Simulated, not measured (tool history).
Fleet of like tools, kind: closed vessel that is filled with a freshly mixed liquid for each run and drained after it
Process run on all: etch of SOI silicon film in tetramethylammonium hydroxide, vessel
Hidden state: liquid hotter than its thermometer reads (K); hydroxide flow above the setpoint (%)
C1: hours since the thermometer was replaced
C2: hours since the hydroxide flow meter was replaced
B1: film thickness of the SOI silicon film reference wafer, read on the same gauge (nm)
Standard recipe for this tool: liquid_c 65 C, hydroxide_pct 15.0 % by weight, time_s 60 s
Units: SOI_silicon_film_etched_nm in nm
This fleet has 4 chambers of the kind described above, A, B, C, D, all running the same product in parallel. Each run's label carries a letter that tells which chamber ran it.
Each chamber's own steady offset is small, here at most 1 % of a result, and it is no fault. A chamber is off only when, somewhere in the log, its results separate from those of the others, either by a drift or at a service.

{"run": "1A", "hour": 2.1, "liquid_c": 65, "hydroxide_pct": 15.0, "time_s": 60, "C1": 777.9, "C2": 1335.0, "B1": 60.017, "SOI_silicon_film_etched_nm": 266.84}
{"run": "2D", "hour": 6.3, "liquid_c": 65, "hydroxide_pct": 15.0, "time_s": 60, "C1": 2736.0, "C2": 151.8, "B1": 60.013, "SOI_silicon_film_etched_nm": 272.1}
{"run": "3C", "hour": 9.3, "liquid_c": 65, "hydroxide_pct": 15.0, "time_s": 60, "C1": 456.9, "C2": 291.1, "B1": 59.982, "SOI_silicon_film_etched_nm": 267.62}
{"run": "4B", "hour": 13.0, "liquid_c": 65, "hydroxide_pct": 15.0, "time_s": 60, "C1": 1479.4, "C2": 720.1, "B1": 59.987, "SOI_silicon_film_etched_nm": 271.74}
{"run": "5C", "hour": 15.1, "liquid_c": 65, "hydroxide_pct": 16.5, "time_s": 90, "C1": 462.7, "C2": 296.9, "B1": 59.968, "SOI_silicon_film_etched_nm": 390.68}
{"run": "6D", "hour": 18.3, "liquid_c": 65, "hydroxide_pct": 16.5, "time_s": 90, "C1": 2748.0, "C2": 163.8, "B1": 60.007, "SOI_silicon_film_etched_nm": 388.59}
{"run": "7B", "hour": 22.6, "liquid_c": 65, "hydroxide_pct": 16.5, "time_s": 90, "C1": 1489.0, "C2": 729.7, "B1": 59.976, "SOI_silicon_film_etched_nm": 399.88}
{"run": "8A", "hour": 27.1, "liquid_c": 65, "hydroxide_pct": 16.5, "time_s": 90, "C1": 802.9, "C2": 1360.0, "B1": 60.047, "SOI_silicon_film_etched_nm": 386.7}
{"run": "9B", "hour": 30.0, "liquid_c": 65, "hydroxide_pct": 18.5, "time_s": 85, "C1": 1496.4, "C2": 737.1, "B1": 59.968, "SOI_silicon_film_etched_nm": 355.77}
{"run": "10D", "hour": 32.6, "liquid_c": 65, "hydroxide_pct": 18.5, "time_s": 85, "C1": 2762.3, "C2": 178.1, "B1": 60.051, "SOI_silicon_film_etched_nm": 359.71}
{"run": "11A", "hour": 36.7, "liquid_c": 65, "hydroxide_pct": 18.5, "time_s": 85, "C1": 812.5, "C2": 1369.6, "B1": 59.993, "SOI_silicon_film_etched_nm": 352.21}
{"run": "12C", "hour": 39.1, "liquid_c": 65, "hydroxide_pct": 18.5, "time_s": 85, "C1": 486.7, "C2": 320.9, "B1": 60.014, "SOI_silicon_film_etched_nm": 363.7}
{"run": "13D", "hour": 42.4, "liquid_c": 65, "hydroxide_pct": 15.0, "time_s": 60, "C1": 2772.1, "C2": 187.9, "B1": 59.999, "SOI_silicon_film_etched_nm": 276.55}
{"run": "14C", "hour": 44.8, "liquid_c": 65, "hydroxide_pct": 15.0, "time_s": 60, "C1": 492.4, "C2": 326.6, "B1": 59.966, "SOI_silicon_film_etched_nm": 279.52}
{"run": "15B", "hour": 47.3, "liquid_c": 72, "hydroxide_pct": 18.0, "time_s": 60, "C1": 1513.7, "C2": 754.4, "B1": 59.938, "SOI_silicon_film_etched_nm": 389.02}
{"run": "16A", "hour": 51.8, "liquid_c": 72, "hydroxide_pct": 18.0, "time_s": 60, "C1": 827.6, "C2": 1384.7, "B1": 59.965, "SOI_silicon_film_etched_nm": 379.72}
{"run": "17B", "hour": 54.9, "liquid_c": 72, "hydroxide_pct": 18.0, "time_s": 60, "C1": 1521.3, "C2": 762.0, "B1": 59.991, "SOI_silicon_film_etched_nm": 386.26}
{"run": "18D", "hour": 59.5, "liquid_c": 72, "hydroxide_pct": 18.0, "time_s": 60, "C1": 2789.2, "C2": 205.0, "B1": 59.957, "SOI_silicon_film_etched_nm": 384.11}
{"run": "19C", "hour": 61.6, "liquid_c": 65, "hydroxide_pct": 15.0, "time_s": 75, "C1": 509.2, "C2": 343.4, "B1": 59.993, "SOI_silicon_film_etched_nm": 355.23}
{"run": "20A", "hour": 65.8, "liquid_c": 65, "hydroxide_pct": 15.0, "time_s": 75, "C1": 841.6, "C2": 1398.7, "B1": 60.03, "SOI_silicon_film_etched_nm": 332.44}
{"run": "21A", "hour": 68.9, "liquid_c": 65, "hydroxide_pct": 15.0, "time_s": 75, "C1": 844.7, "C2": 1401.8, "B1": 59.981, "SOI_silicon_film_etched_nm": 333.5}
{"run": "22D", "hour": 72.7, "liquid_c": 65, "hydroxide_pct": 15.0, "time_s": 75, "C1": 2802.4, "C2": 218.2, "B1": 60.01, "SOI_silicon_film_etched_nm": 343.98}
{"run": "23B", "hour": 75.2, "liquid_c": 65, "hydroxide_pct": 15.0, "time_s": 60, "C1": 1541.6, "C2": 782.3, "B1": 59.998, "SOI_silicon_film_etched_nm": 268.45}
{"run": "24C", "hour": 78.6, "liquid_c": 65, "hydroxide_pct": 18.5, "time_s": 50, "C1": 526.2, "C2": 360.4, "B1": 60.015, "SOI_silicon_film_etched_nm": 223.37}
{"run": "25A", "hour": 81.3, "liquid_c": 65, "hydroxide_pct": 18.5, "time_s": 50, "C1": 857.1, "C2": 1414.2, "B1": 60.004, "SOI_silicon_film_etched_nm": 204.95}
{"run": "26C", "hour": 83.8, "liquid_c": 65, "hydroxide_pct": 18.5, "time_s": 50, "C1": 531.4, "C2": 365.6, "B1": 59.99, "SOI_silicon_film_etched_nm": 224.3}
{"run": "27D", "hour": 88.3, "liquid_c": 65, "hydroxide_pct": 18.5, "time_s": 50, "C1": 2818.0, "C2": 233.8, "B1": 59.963, "SOI_silicon_film_etched_nm": 206.85}
{"run": "28B", "hour": 91.9, "liquid_c": 65, "hydroxide_pct": 15.0, "time_s": 60, "C1": 1558.3, "C2": 799.0, "B1": 60.023, "SOI_silicon_film_etched_nm": 272.03}

Read the log: is a single chamber off, either drifting away or since a service, is the gauge that measures every chamber drifting, or is nothing wrong beyond small per-chamber offsets? Name any odd chamber and what most likely caused it.

It is chamber C that slowly wanders off from its peers.
Cause: liquid hotter than its thermometer reads (K) = 1.48.

Below are 4 candidate recipes for chamber C's next run, each the usual settings with a change, their results shown as question marks. Which of them brings C's results back in line with what the other chambers give on the usual settings?
To be in line, a result may differ from the other chambers' mean on the usual settings by at most: SOI_silicon_film_etched_nm 7.40 nm
{"run": "29C-1", "hour": 95.2, "liquid_c": 65.0, "hydroxide_pct": 15.0, "time_s": 55, "SOI_silicon_film_etched_nm": "?"}
{"run": "29C-2", "hour": 95.2, "liquid_c": 66.5, "hydroxide_pct": 15.0, "time_s": 60, "SOI_silicon_film_etched_nm": "?"}
{"run": "29C-3", "hour": 95.2, "liquid_c": 64.5, "hydroxide_pct": 15.0, "time_s": 60, "SOI_silicon_film_etched_nm": "?"}
{"run": "29C-4", "hour": 95.2, "liquid_c": 65.5, "hydroxide_pct": 15.0, "time_s": 60, "SOI_silicon_film_etched_nm": "?"}

Usual-settings mean across the other chambers: SOI_silicon_film_etched_nm 270.35 nm
run=29C-1 SOI_silicon_film_etched_nm=270.29
run=29C-2 SOI_silicon_film_etched_nm=323.04
run=29C-3 SOI_silicon_film_etched_nm=286.14
run=29C-4 SOI_silicon_film_etched_nm=304.00
The answer is 29C-1, which returns the chamber to within the allowed miss of the others.
